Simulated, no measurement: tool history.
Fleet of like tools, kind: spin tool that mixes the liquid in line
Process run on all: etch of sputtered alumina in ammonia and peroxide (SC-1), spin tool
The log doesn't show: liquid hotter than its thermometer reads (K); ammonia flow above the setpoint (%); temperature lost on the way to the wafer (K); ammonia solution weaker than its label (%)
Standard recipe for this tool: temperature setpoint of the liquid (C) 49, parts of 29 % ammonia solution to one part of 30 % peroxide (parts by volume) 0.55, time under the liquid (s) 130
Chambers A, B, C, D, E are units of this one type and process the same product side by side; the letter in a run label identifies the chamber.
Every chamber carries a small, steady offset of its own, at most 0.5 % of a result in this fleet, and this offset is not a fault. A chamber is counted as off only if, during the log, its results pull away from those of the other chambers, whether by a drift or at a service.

| run | hour | temperature setpoint of the liquid (C) | parts of 29 % ammonia solution to one part of 30 % peroxide (parts by volume) | time under the liquid (s) | hours since the thermometer was replaced | hours since the ammonia flow meter was replaced | hours since the heated supply line was repaired | hours since the drum of ammonia solution was connected | read-back film thickness of the sputtered alumina reference wafer, read on the same gauge (nm) | thickness taken off the sputtered alumina on a monitor wafer (angstrom) |
|---|---|---|---|---|---|---|---|---|---|---|
| 1A | 10.5 | 49 | 0.55 | 130 | 1134.8 | 875 | 792.5 | 280.9 | 89.982 | 67.628 |
| 2E | 23.1 | 49 | 0.55 | 130 | 823.1 | 1310.6 | 1973.9 | 123.7 | 89.995 | 67.893 |
|  | 31.3 | chamber A: heated supply line repaired |
| 3D | 35.4 | 49 | 0.55 | 130 | 169.6 | 733.2 | 3178.8 | 291.7 | 89.997 | 67.489 |
| 4C | 45.1 | 49 | 0.55 | 130 | 2152.2 | 802.1 | 1567.3 | 358.2 | 90.027 | 67.879 |
| 5B | 56 | 49 | 0.45 | 180 | 519.2 | 750.5 | 452.4 | 443.8 | 90.014 | 91.456 |
|  | 57.3 | chamber B: ammonia flow meter replaced |
| 6A | 66.3 | 49 | 0.45 | 180 | 1190.6 | 930.8 | 35.1 | 336.7 | 90.009 | 91.364 |
| 7D | 76 | 49 | 0.45 | 180 | 210.2 | 773.8 | 3219.4 | 332.3 | 90.026 | 92.673 |
| 8B | 86.6 | 49 | 0.45 | 180 | 549.8 | 29.4 | 483 | 474.4 | 90.019 | 92.339 |
| 9C | 95.2 | 49 | 0.45 | 180 | 2202.3 | 852.2 | 1617.4 | 408.3 | 90.024 | 91.813 |
| 10E | 105.6 | 49 | 0.55 | 130 | 905.6 | 1393.1 | 2056.4 | 206.2 | 89.995 | 66.705 |
| 11E | 118.2 | 49 | 0.55 | 130 | 918.2 | 1405.7 | 2069 | 218.8 | 90.016 | 67.48 |
| 12D | 128.3 | 49 | 0.3 | 130 | 262.5 | 826.1 | 3271.7 | 384.6 | 89.987 | 63.39 |
| 13C | 137.5 | 49 | 0.3 | 130 | 2244.6 | 894.5 | 1659.7 | 450.6 | 89.998 | 63.791 |
| 14B | 145.6 | 49 | 0.3 | 130 | 608.8 | 88.4 | 542 | 533.4 | 89.947 | 65.356 |
| 15A | 153.7 | 49 | 0.3 | 130 | 1278 | 1018.2 | 122.5 | 424.1 | 90.015 | 63.367 |
| 16E | 167.4 | 49 | 0.3 | 130 | 967.4 | 1454.9 | 2118.2 | 268 | 89.985 | 63.086 |
| 17D | 181.1 | 49 | 0.55 | 130 | 315.3 | 878.9 | 3324.5 | 437.4 | 89.99 | 67.941 |
| 18C | 194 | 49 | 0.55 | 130 | 2301.1 | 951 | 1716.2 | 507.1 | 89.988 | 67.434 |
|  | 197.8 | chamber E: ammonia flow meter replaced |
| 19A | 201.7 | 49 | 0.55 | 130 | 1326 | 1066.2 | 170.5 | 472.1 | 89.958 | 67.436 |
| 20B | 215.4 | 49 | 0.55 | 130 | 678.6 | 158.2 | 611.8 | 603.2 | 90.014 | 69.298 |
| 21A | 227.2 | 49 | 0.55 | 130 | 1351.5 | 1091.7 | 196 | 497.6 | 90.004 | 67.238 |
|  | 237 | chamber C: new drum of ammonia solution connected |
| 22E | 241 | 49 | 0.55 | 130 | 1041 | 43.3 | 2191.8 | 341.6 | 90.032 | 67.414 |
| 23B | 249.7 | 49 | 0.55 | 130 | 712.9 | 192.5 | 646.1 | 637.5 | 89.988 | 70.162 |
| 24D | 261.1 | 49 | 0.55 | 130 | 395.3 | 958.9 | 3404.5 | 517.4 | 89.99 | 67.263 |
|  | 271.9 | chamber C: thermometer replaced |
| 25C | 275.4 | 49 | 0.55 | 130 | 3.5 | 1032.4 | 1797.6 | 38.4 | 89.981 | 67.084 |
| 26C | 289.1 | 49 | 0.55 | 130 | 17.2 | 1046.1 | 1811.3 | 52.1 | 90.003 | 67.628 |
| 27D | 299.4 | 49 | 0.55 | 165 | 433.6 | 997.2 | 3442.8 | 555.7 | 90.015 | 85.274 |
| 28A | 309.2 | 49 | 0.55 | 165 | 1433.5 | 1173.7 | 278 | 579.6 | 89.945 | 85.918 |
| 29E | 318.2 | 49 | 0.55 | 165 | 1118.2 | 120.5 | 2269 | 418.8 | 90.009 | 85.079 |
| 30B | 332.6 | 49 | 0.55 | 165 | 795.8 | 275.4 | 729 | 720.4 | 90 | 92.256 |
| 31B | 340.1 | 49 | 0.55 | 165 | 803.3 | 282.9 | 736.5 | 727.9 | 89.99 | 91.176 |
| 32A | 350.6 | 49 | 0.55 | 130 | 1474.9 | 1215.1 | 319.4 | 621 | 89.974 | 67.39 |
| 33C | 357.9 | 49 | 0.55 | 130 | 86 | 1114.9 | 1880.1 | 120.9 | 90.006 | 66.652 |
| 34D | 369.9 | 49 | 0.55 | 130 | 504.1 | 1067.7 | 3513.3 | 626.2 | 89.993 | 67.361 |
| 35E | 378.2 | 49 | 0.55 | 130 | 1178.2 | 180.5 | 2329 | 478.8 | 90.036 | 66.704 |
|  | 385.7 | chamber D: heated supply line repaired |
| 36A | 388.1 | 49 | 0.55 | 130 | 1512.4 | 1252.6 | 356.9 | 658.5 | 89.988 | 68.203 |
| 37C | 397.7 | 49 | 0.55 | 130 | 125.8 | 1154.7 | 1919.9 | 160.7 | 89.993 | 67.109 |
| 38D | 408 | 49 | 0.55 | 130 | 542.2 | 1105.8 | 22.4 | 664.3 | 89.972 | 67.758 |
| 39E | 417.8 | 49 | 0.65 | 190 | 1217.8 | 220.1 | 2368.6 | 518.4 | 89.987 | 100.96 |
| 40B | 425.5 | 49 | 0.65 | 190 | 888.7 | 368.3 | 821.9 | 813.3 | 90.014 | 109.24 |
|  | 434.4 | chamber C: ammonia flow meter replaced |
| 41D | 434.7 | 49 | 0.65 | 190 | 568.9 | 1132.5 | 49.1 | 691 | 89.988 | 100.08 |
| 42C | 447.2 | 49 | 0.65 | 190 | 175.3 | 12.9 | 1969.4 | 210.2 | 90.011 | 99.548 |

All 5 chambers run these settings next. Forecast each chamber's results:
| 43A | 457.7 | 49 | 0.55 | 195 |  |  |  |  |  | ? |
| 43B | 457.7 | 49 | 0.55 | 195 |  |  |  |  |  | ? |
| 43C | 457.7 | 49 | 0.55 | 195 |  |  |  |  |  | ? |
| 43D | 457.7 | 49 | 0.55 | 195 |  |  |  |  |  | ? |
| 43E | 457.7 | 49 | 0.55 | 195 |  |  |  |  |  | ? |

| run | thickness taken off the sputtered alumina on a monitor wafer (angstrom) |
|---|---|
| 43A | 102.67 |
| 43B | 112.47 |
| 43C | 102.35 |
| 43D | 101.41 |
| 43E | 101 |

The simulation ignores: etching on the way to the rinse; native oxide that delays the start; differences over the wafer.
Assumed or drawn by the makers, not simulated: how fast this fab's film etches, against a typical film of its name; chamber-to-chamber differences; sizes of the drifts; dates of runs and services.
